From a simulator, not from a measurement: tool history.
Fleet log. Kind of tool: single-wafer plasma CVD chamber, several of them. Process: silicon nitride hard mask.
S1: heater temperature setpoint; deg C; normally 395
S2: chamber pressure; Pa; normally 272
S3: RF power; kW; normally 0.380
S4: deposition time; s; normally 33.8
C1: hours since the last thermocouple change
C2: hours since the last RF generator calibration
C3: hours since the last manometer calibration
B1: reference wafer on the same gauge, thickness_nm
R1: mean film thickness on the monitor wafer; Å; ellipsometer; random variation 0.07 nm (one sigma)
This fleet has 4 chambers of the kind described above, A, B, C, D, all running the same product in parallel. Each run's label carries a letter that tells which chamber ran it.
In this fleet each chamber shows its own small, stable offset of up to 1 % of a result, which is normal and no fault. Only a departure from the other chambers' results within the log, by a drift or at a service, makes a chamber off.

run 1B hour=8.0 | S1=395 S2=272 S3=0.380 S4=33.8 | C1=500.3 C2=847.1 C3=1196.1 | B1=56.686 | R1=488.83
run 2C hour=16.1 | S1=395 S2=272 S3=0.380 S4=33.8 | C1=1895.4 C2=420.1 C3=489.3 | B1=56.685 | R1=487.89
run 3D hour=24.7 | S1=395 S2=272 S3=0.380 S4=33.8 | C1=806.9 C2=1358.9 C3=396.9 | B1=56.677 | R1=486.09
run 4A hour=32.8 | S1=395 S2=272 S3=0.380 S4=33.8 | C1=1092.5 C2=369.9 C3=612.9 | B1=56.681 | R1=487.97
run 5C hour=39.8 | S1=395 S2=272 S3=0.380 S4=33.8 | C1=1919.1 C2=443.8 C3=513.0 | B1=56.655 | R1=487.62
run 6D hour=46.8 | S1=395 S2=272 S3=0.380 S4=33.8 | C1=829.0 C2=1381.0 C3=419.0 | B1=56.659 | R1=485.31
run 7A hour=53.4 | S1=395 S2=272 S3=0.380 S4=33.8 | C1=1113.1 C2=390.5 C3=633.5 | B1=56.635 | R1=486.56
run 8B hour=61.6 | S1=395 S2=295 S3=0.350 S4=33.8 | C1=553.9 C2=900.7 C3=1249.7 | B1=56.628 | R1=472.62
run 9D hour=66.8 | S1=395 S2=295 S3=0.350 S4=33.8 | C1=849.0 C2=1401.0 C3=439.0 | B1=56.642 | R1=472.29
run 10B hour=75.7 | S1=395 S2=295 S3=0.350 S4=33.8 | C1=568.0 C2=914.8 C3=1263.8 | B1=56.640 | R1=471.51
run 11A hour=82.2 | S1=395 S2=295 S3=0.350 S4=33.8 | C1=1141.9 C2=419.3 C3=662.3 | B1=56.627 | R1=472.98
run 12C hour=89.4 | S1=395 S2=272 S3=0.380 S4=33.8 | C1=1968.7 C2=493.4 C3=562.6 | B1=56.593 | R1=486.31
run 13B hour=94.4 | S1=395 S2=272 S3=0.380 S4=33.8 | C1=586.7 C2=933.5 C3=1282.5 | B1=56.599 | R1=486.74
run 14D hour=102.2 | S1=395 S2=217 S3=0.380 S4=33.8 | C1=884.4 C2=1436.4 C3=474.4 | B1=56.580 | R1=457.00
run 15C hour=108.8 | S1=395 S2=217 S3=0.380 S4=33.8 | C1=1988.1 C2=512.8 C3=582.0 | B1=56.609 | R1=457.34
run 16A hour=113.3 | S1=395 S2=217 S3=0.380 S4=33.8 | C1=1173.0 C2=450.4 C3=693.4 | B1=56.576 | R1=456.36
run 17C hour=118.2 | S1=395 S2=217 S3=0.380 S4=33.8 | C1=1997.5 C2=522.2 C3=591.4 | B1=56.551 | R1=457.85
run 18A hour=125.9 | S1=395 S2=272 S3=0.380 S4=33.8 | C1=1185.6 C2=463.0 C3=706.0 | B1=56.562 | R1=485.91
run 19D hour=130.7 | S1=395 S2=272 S3=0.380 S4=33.8 | C1=912.9 C2=1464.9 C3=502.9 | B1=56.565 | R1=484.66
run 20B hour=139.2 | S1=395 S2=272 S3=0.380 S4=33.8 | C1=631.5 C2=978.3 C3=1327.3 | B1=56.558 | R1=486.76
run 21D hour=147.1 | S1=395 S2=272 S3=0.380 S4=33.8 | C1=929.3 C2=1481.3 C3=519.3 | B1=56.530 | R1=485.97
run 22A hour=153.3 | S1=395 S2=272 S3=0.380 S4=33.8 | C1=1213.0 C2=490.4 C3=733.4 | B1=56.541 | R1=485.86
run 23B hour=158.9 | S1=395 S2=272 S3=0.380 S4=33.8 | C1=651.2 C2=998.0 C3=1347.0 | B1=56.545 | R1=486.53
run 24C hour=165.7 | S1=395 S2=272 S3=0.380 S4=33.8 | C1=2045.0 C2=569.7 C3=638.9 | B1=56.504 | R1=486.11
run 25A hour=173.4 | S1=395 S2=272 S3=0.380 S4=38.3 | C1=1233.1 C2=510.5 C3=753.5 | B1=56.520 | R1=551.45
run 26D hour=182.1 | S1=395 S2=272 S3=0.380 S4=38.3 | C1=964.3 C2=1516.3 C3=554.3 | B1=56.511 | R1=548.04
run 27C hour=187.9 | S1=395 S2=272 S3=0.380 S4=38.3 | C1=2067.2 C2=591.9 C3=661.1 | B1=56.498 | R1=551.34
run 28B hour=194.2 | S1=395 S2=272 S3=0.380 S4=38.3 | C1=686.5 C2=1033.3 C3=1382.3 | B1=56.480 | R1=551.11
-- hour=199.2 chamber A: thermocouple changed; heater temperature recalibrated
run 29C hour=202.4 | S1=395 S2=272 S3=0.380 S4=33.8 | C1=2081.7 C2=606.4 C3=675.6 | B1=56.485 | R1=487.51
run 30A hour=209.0 | S1=403 S2=272 S3=0.310 S4=33.8 | C1=9.9 C2=546.1 C3=789.1 | B1=56.488 | R1=427.07
run 31D hour=216.9 | S1=403 S2=272 S3=0.310 S4=33.8 | C1=999.1 C2=1551.1 C3=589.1 | B1=56.453 | R1=423.76
run 32B hour=224.2 | S1=403 S2=272 S3=0.310 S4=33.8 | C1=716.5 C2=1063.3 C3=1412.3 | B1=56.466 | R1=424.42
run 33D hour=229.9 | S1=403 S2=272 S3=0.310 S4=33.8 | C1=1012.1 C2=1564.1 C3=602.1 | B1=56.445 | R1=424.18
run 34A hour=235.2 | S1=395 S2=272 S3=0.380 S4=30.0 | C1=36.1 C2=572.3 C3=815.3 | B1=56.459 | R1=432.23
run 35C hour=241.7 | S1=395 S2=272 S3=0.380 S4=30.0 | C1=2121.0 C2=645.7 C3=714.9 | B1=56.448 | R1=431.49
run 36B hour=247.4 | S1=395 S2=272 S3=0.380 S4=30.0 | C1=739.7 C2=1086.5 C3=1435.5 | B1=56.434 | R1=429.88
run 37C hour=253.4 | S1=395 S2=272 S3=0.380 S4=30.0 | C1=2132.7 C2=657.4 C3=726.6 | B1=56.422 | R1=431.47
run 38B hour=262.0 | S1=395 S2=272 S3=0.380 S4=33.8 | C1=754.3 C2=1101.1 C3=1450.1 | B1=56.418 | R1=484.40
run 39D hour=267.2 | S1=395 S2=272 S3=0.380 S4=33.8 | C1=1049.4 C2=1601.4 C3=639.4 | B1=56.433 | R1=482.99
-- hour=268.5 chamber C: thermocouple changed; heater temperature recalibrated
run 40A hour=274.6 | S1=395 S2=272 S3=0.380 S4=33.8 | C1=75.5 C2=611.7 C3=854.7 | B1=56.425 | R1=485.21
run 41D hour=282.3 | S1=395 S2=272 S3=0.380 S4=33.8 | C1=1064.5 C2=1616.5 C3=654.5 | B1=56.389 | R1=484.45
run 42C hour=291.2 | S1=395 S2=272 S3=0.380 S4=33.8 | C1=22.7 C2=695.2 C3=764.4 | B1=56.386 | R1=485.92
run 43A hour=297.2 | S1=395 S2=272 S3=0.380 S4=33.8 | C1=98.1 C2=634.3 C3=877.3 | B1=56.391 | R1=485.68
run 44B hour=306.2 | S1=395 S2=272 S3=0.380 S4=33.8 | C1=798.5 C2=1145.3 C3=1494.3 | B1=56.388 | R1=483.91

Which is it: a chamber that has drifted or been left off by a service, a gauge drift common to all chambers, or only each chamber's usual small offset? If a chamber is off, name it and its likeliest cause.

None of the chambers is off. What moves is the gauge, dragging all their readings along together.
What lies behind it: gauge reads low (%) = 0.591.
